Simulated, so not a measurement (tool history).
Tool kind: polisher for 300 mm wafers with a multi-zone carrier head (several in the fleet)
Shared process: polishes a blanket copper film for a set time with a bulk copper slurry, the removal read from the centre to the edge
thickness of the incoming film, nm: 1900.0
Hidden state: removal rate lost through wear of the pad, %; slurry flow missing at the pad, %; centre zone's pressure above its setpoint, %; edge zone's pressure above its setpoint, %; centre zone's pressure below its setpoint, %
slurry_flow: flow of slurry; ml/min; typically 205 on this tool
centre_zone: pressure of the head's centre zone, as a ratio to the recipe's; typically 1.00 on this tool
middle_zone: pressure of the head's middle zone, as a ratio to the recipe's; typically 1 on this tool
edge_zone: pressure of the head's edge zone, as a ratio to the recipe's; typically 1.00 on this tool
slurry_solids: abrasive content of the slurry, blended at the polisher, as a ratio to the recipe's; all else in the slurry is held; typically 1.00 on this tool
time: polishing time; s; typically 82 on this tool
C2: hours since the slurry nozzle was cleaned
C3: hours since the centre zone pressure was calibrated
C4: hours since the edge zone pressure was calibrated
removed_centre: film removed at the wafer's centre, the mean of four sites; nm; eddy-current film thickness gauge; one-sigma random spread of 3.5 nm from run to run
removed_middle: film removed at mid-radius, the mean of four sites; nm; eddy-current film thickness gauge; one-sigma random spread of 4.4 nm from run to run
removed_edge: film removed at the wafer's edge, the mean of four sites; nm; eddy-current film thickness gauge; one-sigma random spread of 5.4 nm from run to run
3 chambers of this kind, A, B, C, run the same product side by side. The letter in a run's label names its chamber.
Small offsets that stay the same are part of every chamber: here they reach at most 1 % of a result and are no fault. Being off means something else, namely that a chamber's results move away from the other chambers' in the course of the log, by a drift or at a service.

Run 1C, hour 7.4: usual settings; wafers polished on this pad 122; C2 557.9; C3 182.4; C4 345.8. Result: removed_centre 570.17 nm, removed_middle 568.91 nm, removed_edge 575.18 nm.
Run 2B, hour 14.1: usual settings; wafers polished on this pad 293; C2 154.5; C3 407.2; C4 578.9. Result: removed_centre 568.07 nm, removed_middle 574.46 nm, removed_edge 566.20 nm.
Run 3A, hour 17.7: usual settings; wafers polished on this pad 639; C2 393.5; C3 567.4; C4 155.9. Result: removed_centre 575.59 nm, removed_middle 559.49 nm, removed_edge 571.60 nm.
Run 4A, hour 21.3: usual settings; wafers polished on this pad 676; C2 397.1; C3 571.0; C4 159.5. Result: removed_centre 576.08 nm, removed_middle 576.16 nm, removed_edge 576.42 nm.
Run 5C, hour 25.3: usual settings; wafers polished on this pad 308; C2 575.8; C3 200.3; C4 363.7. Result: removed_centre 570.53 nm, removed_middle 574.21 nm, removed_edge 565.96 nm.
Run 6B, hour 33.2: usual settings but edge_zone 1.04; wafers polished on this pad 491; C2 173.6; C3 426.3; C4 598.0. Result: removed_centre 564.73 nm, removed_middle 578.35 nm, removed_edge 578.05 nm.
Run 7A, hour 37.5: usual settings but edge_zone 1.04; wafers polished on this pad 844; C2 413.3; C3 587.2; C4 175.7. Result: removed_centre 570.54 nm, removed_middle 560.06 nm, removed_edge 578.77 nm.
Run 8B, hour 43.9: usual settings but edge_zone 1.04; wafers polished on this pad 602; C2 184.3; C3 437.0; C4 608.7. Result: removed_centre 569.40 nm, removed_middle 581.77 nm, removed_edge 580.79 nm.
Run 9C, hour 48.7: usual settings; wafers polished on this pad 550; C2 599.2; C3 223.7; C4 387.1. Result: removed_centre 569.70 nm, removed_middle 569.48 nm, removed_edge 571.61 nm.
Run 10C, hour 52.5: usual settings; wafers polished on this pad 590; C2 603.0; C3 227.5; C4 390.9. Result: removed_centre 572.70 nm, removed_middle 579.74 nm, removed_edge 569.74 nm.
Run 11A, hour 56.3: usual settings; wafers polished on this pad 1039; C2 432.1; C3 606.0; C4 194.5. Result: removed_centre 574.86 nm, removed_middle 559.56 nm, removed_edge 575.18 nm.
Run 12B, hour 61.7: usual settings; wafers polished on this pad 787; C2 202.1; C3 454.8; C4 626.5. Result: removed_centre 562.68 nm, removed_middle 575.00 nm, removed_edge 560.90 nm.
Run 13A, hour 68.3: usual settings; wafers polished on this pad 1163; C2 444.1; C3 618.0; C4 206.5. Result: removed_centre 578.04 nm, removed_middle 568.49 nm, removed_edge 564.08 nm.
Run 14C, hour 74.1: usual settings; wafers polished on this pad 813; C2 624.6; C3 249.1; C4 412.5. Result: removed_centre 569.86 nm, removed_middle 566.30 nm, removed_edge 565.93 nm.
At hour 77.6: chamber A: worn pad replaced by a new one.
Run 15B, hour 78.0: usual settings; wafers polished on this pad 956; C2 218.4; C3 471.1; C4 642.8. Result: removed_centre 561.98 nm, removed_middle 575.14 nm, removed_edge 566.13 nm.
At hour 84.0: chamber B: worn pad replaced by a new one.
Run 16C, hour 84.6: usual settings; wafers polished on this pad 922; C2 635.1; C3 259.6; C4 423.0. Result: removed_centre 571.95 nm, removed_middle 570.44 nm, removed_edge 571.53 nm.
Run 17B, hour 90.7: usual settings; wafers polished on this pad 69; C2 231.1; C3 483.8; C4 655.5. Result: removed_centre 560.79 nm, removed_middle 570.93 nm, removed_edge 557.73 nm.
Run 18A, hour 96.1: usual settings but centre_zone 1.11; wafers polished on this pad 192; C2 471.9; C3 645.8; C4 234.3. Result: removed_centre 641.64 nm, removed_middle 566.59 nm, removed_edge 569.73 nm.
At hour 98.5: chamber B: centre zone pressure recalibrated.
Run 19A, hour 101.8: usual settings but centre_zone 1.11; wafers polished on this pad 251; C2 477.6; C3 651.5; C4 240.0. Result: removed_centre 651.68 nm, removed_middle 556.27 nm, removed_edge 560.82 nm.
At hour 104.5: chamber B: slurry nozzle cleaned.
At hour 104.9: chamber C: worn pad replaced by a new one.
Run 20C, hour 109.4: usual settings but centre_zone 1.11; wafers polished on this pad 46; C2 659.9; C3 284.4; C4 447.8. Result: removed_centre 636.85 nm, removed_middle 572.85 nm, removed_edge 567.83 nm.
Run 21B, hour 113.1: usual settings; wafers polished on this pad 301; C2 8.7; C3 14.6; C4 677.9. Result: removed_centre 569.14 nm, removed_middle 580.76 nm, removed_edge 565.65 nm.
Run 22A, hour 120.5: usual settings; wafers polished on this pad 444; C2 496.3; C3 670.2; C4 258.7. Result: removed_centre 572.14 nm, removed_middle 564.58 nm, removed_edge 573.20 nm.
Run 23B, hour 127.2: usual settings; wafers polished on this pad 448; C2 22.8; C3 28.7; C4 692.0. Result: removed_centre 567.15 nm, removed_middle 579.03 nm, removed_edge 577.06 nm.
Run 24C, hour 134.4: usual settings; wafers polished on this pad 306; C2 684.9; C3 309.4; C4 472.8. Result: removed_centre 569.14 nm, removed_middle 572.50 nm, removed_edge 553.37 nm.
Run 25A, hour 140.5: usual settings; wafers polished on this pad 652; C2 516.3; C3 690.2; C4 278.7. Result: removed_centre 569.50 nm, removed_middle 569.31 nm, removed_edge 556.08 nm.
Run 26C, hour 146.7: usual settings; wafers polished on this pad 433; C2 697.2; C3 321.7; C4 485.1. Result: removed_centre 566.68 nm, removed_middle 569.68 nm, removed_edge 565.44 nm.
Run 27B, hour 151.1: usual settings but edge_zone 0.96, slurry_solids 0.85; wafers polished on this pad 695; C2 46.7; C3 52.6; C4 715.9. Result: removed_centre 550.12 nm, removed_middle 556.07 nm, removed_edge 525.58 nm.
Run 28A, hour 154.8: usual settings but edge_zone 0.96, slurry_solids 0.85; wafers polished on this pad 800; C2 530.6; C3 704.5; C4 293.0. Result: removed_centre 554.20 nm, removed_middle 542.41 nm, removed_edge 535.47 nm.
Run 29C, hour 162.4: usual settings but edge_zone 0.96, slurry_solids 0.85; wafers polished on this pad 596; C2 712.9; C3 337.4; C4 500.8. Result: removed_centre 553.21 nm, removed_middle 551.68 nm, removed_edge 535.69 nm.
Run 30B, hour 168.5: usual settings; wafers polished on this pad 876; C2 64.1; C3 70.0; C4 733.3. Result: removed_centre 565.45 nm, removed_middle 572.17 nm, removed_edge 562.94 nm.
Run 31A, hour 172.3: usual settings; wafers polished on this pad 981; C2 548.1; C3 722.0; C4 310.5. Result: removed_centre 565.52 nm, removed_middle 568.76 nm, removed_edge 575.61 nm.
At hour 174.3: chamber A: edge zone pressure recalibrated.
Run 32C, hour 178.1: usual settings; wafers polished on this pad 759; C2 728.6; C3 353.1; C4 516.5. Result: removed_centre 569.16 nm, removed_middle 571.85 nm, removed_edge 577.17 nm.
Run 33B, hour 184.2: usual settings; wafers polished on this pad 1038; C2 79.8; C3 85.7; C4 749.0. Result: removed_centre 570.51 nm, removed_middle 567.40 nm, removed_edge 560.22 nm.
Run 34C, hour 189.4: usual settings; wafers polished on this pad 876; C2 739.9; C3 364.4; C4 527.8. Result: removed_centre 566.21 nm, removed_middle 579.86 nm, removed_edge 572.58 nm.
At hour 191.9: chamber A: worn pad replaced by a new one.
At hour 192.1: chamber B: worn pad replaced by a new one.
Run 35B, hour 197.3: usual settings; wafers polished on this pad 54; C2 92.9; C3 98.8; C4 762.1. Result: removed_centre 572.61 nm, removed_middle 578.78 nm, removed_edge 580.68 nm.
Run 36A, hour 203.2: usual settings; wafers polished on this pad 117; C2 579.0; C3 752.9; C4 28.9. Result: removed_centre 581.39 nm, removed_middle 565.90 nm, removed_edge 583.15 nm.
Run 37A, hour 207.5: usual settings; wafers polished on this pad 162; C2 583.3; C3 757.2; C4 33.2. Result: removed_centre 575.78 nm, removed_middle 570.60 nm, removed_edge 566.89 nm.
Run 38C, hour 213.6: usual settings but edge_zone 0.90; wafers polished on this pad 1127; C2 764.1; C3 388.6; C4 552.0. Result: removed_centre 570.24 nm, removed_middle 572.78 nm, removed_edge 534.74 nm.
Run 39B, hour 221.4: usual settings but edge_zone 0.90; wafers polished on this pad 304; C2 117.0; C3 122.9; C4 786.2. Result: removed_centre 571.08 nm, removed_middle 575.92 nm, removed_edge 531.60 nm.
Run 40A, hour 227.4: usual settings but edge_zone 0.90; wafers polished on this pad 368; C2 603.2; C3 777.1; C4 53.1. Result: removed_centre 582.38 nm, removed_middle 563.10 nm, removed_edge 543.44 nm.
Run 41B, hour 232.3: usual settings; wafers polished on this pad 417; C2 127.9; C3 133.8; C4 797.1. Result: removed_centre 565.70 nm, removed_middle 584.02 nm, removed_edge 560.65 nm.
At hour 232.9: chamber C: worn pad replaced by a new one.
Run 42C, hour 239.0: usual settings but edge_zone 0.90; wafers polished on this pad 63; C2 789.5; C3 414.0; C4 577.4. Result: removed_centre 569.55 nm, removed_middle 567.69 nm, removed_edge 536.12 nm.

For the next run the whole fleet of 3 chambers uses the same settings. Give each chamber's results:
Run 43A, hour 244.6: usual settings. Result: removed_centre ?, removed_middle ?, removed_edge ?.
Run 43B, hour 244.6: usual settings. Result: removed_centre ?, removed_middle ?, removed_edge ?.
Run 43C, hour 244.6: usual settings. Result: removed_centre ?, removed_middle ?, removed_edge ?.

run  removed_centre  removed_middle  removed_edge
43A          573.53          566.30        571.13
43B          563.69          576.67        564.99
43C          569.56          574.91        577.16

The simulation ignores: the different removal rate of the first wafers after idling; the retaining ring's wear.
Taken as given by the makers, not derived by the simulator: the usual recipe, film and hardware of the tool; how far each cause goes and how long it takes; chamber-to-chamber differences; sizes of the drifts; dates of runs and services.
